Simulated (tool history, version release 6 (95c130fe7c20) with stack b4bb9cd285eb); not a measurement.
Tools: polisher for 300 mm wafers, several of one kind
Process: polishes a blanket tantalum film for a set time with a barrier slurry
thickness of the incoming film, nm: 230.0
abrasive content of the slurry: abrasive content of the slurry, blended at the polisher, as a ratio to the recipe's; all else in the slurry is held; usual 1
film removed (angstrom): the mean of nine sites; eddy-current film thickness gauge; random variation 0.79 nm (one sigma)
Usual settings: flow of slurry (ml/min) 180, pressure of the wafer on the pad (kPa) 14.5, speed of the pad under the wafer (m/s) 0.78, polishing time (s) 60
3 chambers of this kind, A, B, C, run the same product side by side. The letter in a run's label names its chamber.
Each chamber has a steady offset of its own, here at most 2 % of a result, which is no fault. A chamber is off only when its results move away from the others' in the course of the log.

run   hour  flow of slurry (ml/min)  pressure of the wafer on the pad (kPa)  speed of the pad under the wafer (m/s)  abrasive content of the slurry  polishing time (s)  film removed (angstrom)
 1C    6.7                      180                                    14.5                                    0.78                               1                  60                   923.11
 2B   13.1                      180                                    14.5                                    0.78                               1                  60                   897.07
      14.7  -- chamber C: worn pad replaced by a new one
 3A   18.2                      180                                    14.5                                    0.78                               1                  60                   924.79
      22.4  -- chamber B: slurry blender recalibrated
 4C   25.2                      180                                    14.5                                    0.78                               1                  60                   923.23
 5A   28.6                      160                                    16.5                                    0.78                               1                  60                  1027.40
 6B   33.3                      160                                    16.5                                    0.78                               1                  60                  1021.90
 7B   41.1                      160                                    16.5                                    0.78                               1                  60                  1025.60
      43.0  -- chamber A: worn pad replaced by a new one
 8A   48.5                      180                                    14.5                                    0.78                               1                  60                   909.08
 9C   55.4                      180                                    15.9                                    0.78                               1                  68                  1149.70
      58.5  -- chamber B: worn pad replaced by a new one
10B   60.9                      180                                    15.9                                    0.78                               1                  68                  1125.30
11A   67.7                      180                                    15.9                                    0.78                               1                  68                  1131.00
12C   74.1                      180                                    14.5                                    0.78                               1                  60                   923.18
      76.4  -- chamber A: slurry blender recalibrated
13A   81.0                      180                                    14.5                                    0.78                               1                  60                   910.06
      86.3  -- chamber C: worn pad replaced by a new one
14B   88.4                      180                                    14.5                                    0.78                               1                  60                   903.22
15C   93.7                      180                                    14.5                                    0.78                               1                  60                   914.16
16C   99.6                      220                                     9.7                                    0.78                               1                  60                   636.34
17A  104.6                      220                                     9.7                                    0.78                               1                  60                   617.95
18B  109.1                      220                                     9.7                                    0.78                               1                  60                   605.86
19B  113.7                      180                                    14.5                                    0.78                               1                  60                   903.64
20C  118.1                      180                                    14.5                                    0.78                               1                  60                   933.69
     120.6  -- chamber A: worn pad replaced by a new one
21A  122.0                      180                                    14.5                                    0.78                               1                  60                   917.44
22C  128.4                      180                                    14.5                                    0.78                               1                  53                   816.55
23A  133.0                      180                                    14.5                                    0.78                               1                  53                   822.51
     133.1  -- chamber B: worn pad replaced by a new one
24B  137.0                      180                                    14.5                                    0.78                               1                  53                   799.86

All 3 chambers run these settings next. Forecast each chamber's results:
25A  142.6                      215                                    14.5                                    0.78                               1                  60                        ?
25B  142.6                      215                                    14.5                                    0.78                               1                  60                        ?
25C  142.6                      215                                    14.5                                    0.78                               1                  60                        ?

run  film removed (angstrom)
25A                   940.73
25B                   931.07
25C                   949.23

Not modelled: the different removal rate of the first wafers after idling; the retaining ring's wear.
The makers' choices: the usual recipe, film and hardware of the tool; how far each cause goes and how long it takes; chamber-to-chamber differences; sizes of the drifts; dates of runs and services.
